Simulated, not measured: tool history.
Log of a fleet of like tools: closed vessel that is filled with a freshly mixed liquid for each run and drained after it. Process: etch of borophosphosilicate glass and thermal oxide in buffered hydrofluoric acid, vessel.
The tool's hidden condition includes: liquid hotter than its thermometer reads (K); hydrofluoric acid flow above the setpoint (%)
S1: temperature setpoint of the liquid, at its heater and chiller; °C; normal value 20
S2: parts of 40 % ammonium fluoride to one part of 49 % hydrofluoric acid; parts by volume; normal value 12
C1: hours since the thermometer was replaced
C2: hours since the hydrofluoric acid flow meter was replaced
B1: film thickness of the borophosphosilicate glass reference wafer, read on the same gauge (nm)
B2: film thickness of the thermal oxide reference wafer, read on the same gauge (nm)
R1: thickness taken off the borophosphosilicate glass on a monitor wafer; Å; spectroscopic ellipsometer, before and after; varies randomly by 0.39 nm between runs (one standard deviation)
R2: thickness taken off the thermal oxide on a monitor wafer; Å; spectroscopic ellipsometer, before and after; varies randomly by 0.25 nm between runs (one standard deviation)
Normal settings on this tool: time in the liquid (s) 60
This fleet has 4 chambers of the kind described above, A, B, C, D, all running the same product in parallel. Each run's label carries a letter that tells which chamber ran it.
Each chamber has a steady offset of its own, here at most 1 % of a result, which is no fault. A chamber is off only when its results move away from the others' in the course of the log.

{"run": "1B", "day": 0.333, "S1": 20, "S2": 12, "time in the liquid (s)": 60, "C1": 496.9, "C2": 77.9, "B1": 110.03, "B2": 50.004, "R1": 506.14, "R2": 458.35}
{"run": "2C", "day": 0.496, "S1": 20, "S2": 12, "time in the liquid (s)": 60, "C1": 499.5, "C2": 789.7, "B1": 110.05, "B2": 50.007, "R1": 503.02, "R2": 458.79}
{"run": "3D", "day": 0.704, "S1": 20, "S2": 12, "time in the liquid (s)": 60, "C1": 1131.1, "C2": 272.5, "B1": 109.99, "B2": 49.984, "R1": 492.86, "R2": 461.25}
{"run": "4A", "day": 1.012, "S1": 20, "S2": 12, "time in the liquid (s)": 60, "C1": 2850.1, "C2": 351.2, "B1": 110.02, "B2": 49.999, "R1": 495.45, "R2": 463.03}
{"run": "5D", "day": 1.367, "S1": 20, "S2": 12, "time in the liquid (s)": 60, "C1": 1147, "C2": 288.4, "B1": 110, "B2": 49.994, "R1": 492.12, "R2": 461.16}
{"run": "6A", "day": 1.679, "S1": 20, "S2": 12, "time in the liquid (s)": 60, "C1": 2866.1, "C2": 367.2, "B1": 109.99, "B2": 49.996, "R1": 503.98, "R2": 462.31}
{"run": "7B", "day": 1.917, "S1": 17, "S2": 12, "time in the liquid (s)": 60, "C1": 534.9, "C2": 115.9, "B1": 110, "B2": 49.968, "R1": 424.77, "R2": 393.72}
{"run": "8C", "day": 2.154, "S1": 17, "S2": 12, "time in the liquid (s)": 60, "C1": 539.3, "C2": 829.5, "B1": 109.95, "B2": 49.993, "R1": 432.15, "R2": 389.81}
{"run": "9D", "day": 2.446, "S1": 17, "S2": 12, "time in the liquid (s)": 60, "C1": 1172.9, "C2": 314.3, "B1": 109.96, "B2": 50.003, "R1": 419.77, "R2": 388.26}
{"run": "10C", "day": 2.75, "S1": 17, "S2": 12, "time in the liquid (s)": 60, "C1": 553.6, "C2": 843.8, "B1": 110.02, "B2": 50.007, "R1": 426.22, "R2": 385.03}
{"day": 2.838, "done": "chamber C: thermometer replaced"}
{"run": "11A", "day": 3.021, "S1": 20, "S2": 12, "time in the liquid (s)": 60, "C1": 2898.3, "C2": 399.4, "B1": 109.99, "B2": 50.005, "R1": 499.82, "R2": 458.21}
{"run": "12B", "day": 3.275, "S1": 20, "S2": 12, "time in the liquid (s)": 60, "C1": 567.5, "C2": 148.5, "B1": 110.05, "B2": 49.98, "R1": 510.85, "R2": 461.8}
{"run": "13D", "day": 3.433, "S1": 20, "S2": 12, "time in the liquid (s)": 95, "C1": 1196.6, "C2": 338, "B1": 110.01, "B2": 50.007, "R1": 795.41, "R2": 734.22}
{"run": "14C", "day": 3.654, "S1": 20, "S2": 12, "time in the liquid (s)": 95, "C1": 19.6, "C2": 865.5, "B1": 109.97, "B2": 50.01, "R1": 807.95, "R2": 737.33}
{"run": "15A", "day": 3.85, "S1": 20, "S2": 12, "time in the liquid (s)": 95, "C1": 2918.2, "C2": 419.3, "B1": 110.01, "B2": 50.008, "R1": 791.98, "R2": 728.33}
{"run": "16B", "day": 4.175, "S1": 20, "S2": 12, "time in the liquid (s)": 95, "C1": 589.1, "C2": 170.1, "B1": 110.01, "B2": 50, "R1": 803.31, "R2": 727.11}
{"run": "17D", "day": 4.433, "S1": 20, "S2": 12, "time in the liquid (s)": 60, "C1": 1220.6, "C2": 362, "B1": 110.01, "B2": 50.004, "R1": 495.24, "R2": 459.56}
{"run": "18A", "day": 4.671, "S1": 20, "S2": 12, "time in the liquid (s)": 60, "C1": 2937.9, "C2": 439, "B1": 110.03, "B2": 50.008, "R1": 504.99, "R2": 458.61}
{"run": "19C", "day": 4.938, "S1": 20, "S2": 12, "time in the liquid (s)": 60, "C1": 50.4, "C2": 896.3, "B1": 110.02, "B2": 49.99, "R1": 507.98, "R2": 460.77}
{"run": "20B", "day": 5.142, "S1": 20, "S2": 12, "time in the liquid (s)": 60, "C1": 612.3, "C2": 193.3, "B1": 110.04, "B2": 49.979, "R1": 501.24, "R2": 457.63}
{"run": "21D", "day": 5.317, "S1": 20, "S2": 12, "time in the liquid (s)": 60, "C1": 1241.8, "C2": 383.2, "B1": 110.01, "B2": 49.989, "R1": 505.22, "R2": 458.47}
{"run": "22C", "day": 5.617, "S1": 20, "S2": 12, "time in the liquid (s)": 60, "C1": 66.7, "C2": 912.6, "B1": 110.01, "B2": 50.008, "R1": 504.7, "R2": 462.41}
{"day": 5.721, "done": "chamber A: thermometer replaced"}
{"run": "23A", "day": 5.846, "S1": 20, "S2": 12, "time in the liquid (s)": 60, "C1": 3.1, "C2": 467.2, "B1": 110.02, "B2": 50.028, "R1": 501.06, "R2": 457.3}
{"run": "24B", "day": 6.112, "S1": 20, "S2": 12, "time in the liquid (s)": 60, "C1": 635.6, "C2": 216.6, "B1": 109.99, "B2": 50.01, "R1": 504.44, "R2": 463.1}
{"run": "25D", "day": 6.288, "S1": 20, "S2": 12, "time in the liquid (s)": 60, "C1": 1265.1, "C2": 406.5, "B1": 110.01, "B2": 49.994, "R1": 503.79, "R2": 461.2}
{"run": "26B", "day": 6.638, "S1": 20, "S2": 12, "time in the liquid (s)": 60, "C1": 648.2, "C2": 229.2, "B1": 110, "B2": 50.019, "R1": 504.67, "R2": 459.35}
{"run": "27C", "day": 6.825, "S1": 20, "S2": 12, "time in the liquid (s)": 80, "C1": 95.7, "C2": 941.6, "B1": 109.99, "B2": 49.987, "R1": 665.79, "R2": 617.86}
{"day": 6.946, "done": "chamber D: thermometer replaced"}
{"run": "28A", "day": 7.046, "S1": 20, "S2": 12, "time in the liquid (s)": 80, "C1": 31.9, "C2": 496, "B1": 109.98, "B2": 50.003, "R1": 663.51, "R2": 618.29}
{"run": "29D", "day": 7.246, "S1": 20, "S2": 12, "time in the liquid (s)": 80, "C1": 7.3, "C2": 429.5, "B1": 110.02, "B2": 50.011, "R1": 669.33, "R2": 620.66}
{"run": "30B", "day": 7.5, "S1": 20, "S2": 12, "time in the liquid (s)": 80, "C1": 668.9, "C2": 249.9, "B1": 110, "B2": 49.997, "R1": 671.98, "R2": 611.43}
{"run": "31C", "day": 7.683, "S1": 20, "S2": 12, "time in the liquid (s)": 60, "C1": 116.3, "C2": 962.2, "B1": 110.02, "B2": 50.045, "R1": 510.79, "R2": 460.28}
{"run": "32A", "day": 7.879, "S1": 20, "S2": 12, "time in the liquid (s)": 60, "C1": 51.9, "C2": 516, "B1": 110, "B2": 49.993, "R1": 497.63, "R2": 461.02}
{"run": "33B", "day": 8.179, "S1": 20, "S2": 12, "time in the liquid (s)": 60, "C1": 685.2, "C2": 266.2, "B1": 110, "B2": 49.979, "R1": 494.97, "R2": 454.55}
{"run": "34D", "day": 8.412, "S1": 20, "S2": 16, "time in the liquid (s)": 60, "C1": 35.3, "C2": 457.5, "B1": 109.94, "B2": 50.003, "R1": 381.61, "R2": 344.47}
{"run": "35A", "day": 8.688, "S1": 20, "S2": 16, "time in the liquid (s)": 60, "C1": 71.3, "C2": 535.4, "B1": 110.03, "B2": 50.01, "R1": 373.82, "R2": 349.04}

Next, all 4 chambers run the settings below, one line each with question marks for the results. What does each chamber give?
{"run": "36A", "day": 8.946, "S1": 20, "S2": 12, "time in the liquid (s)": 60, "R1": "?", "R2": "?"}
{"run": "36B", "day": 8.946, "S1": 20, "S2": 12, "time in the liquid (s)": 60, "R1": "?", "R2": "?"}
{"run": "36C", "day": 8.946, "S1": 20, "S2": 12, "time in the liquid (s)": 60, "R1": "?", "R2": "?"}
{"run": "36D", "day": 8.946, "S1": 20, "S2": 12, "time in the liquid (s)": 60, "R1": "?", "R2": "?"}

run=36A R1=495.05 R2=461.8
run=36B R1=507.22 R2=459.08
run=36C R1=506.3 R2=458.45
run=36D R1=497.26 R2=462.96

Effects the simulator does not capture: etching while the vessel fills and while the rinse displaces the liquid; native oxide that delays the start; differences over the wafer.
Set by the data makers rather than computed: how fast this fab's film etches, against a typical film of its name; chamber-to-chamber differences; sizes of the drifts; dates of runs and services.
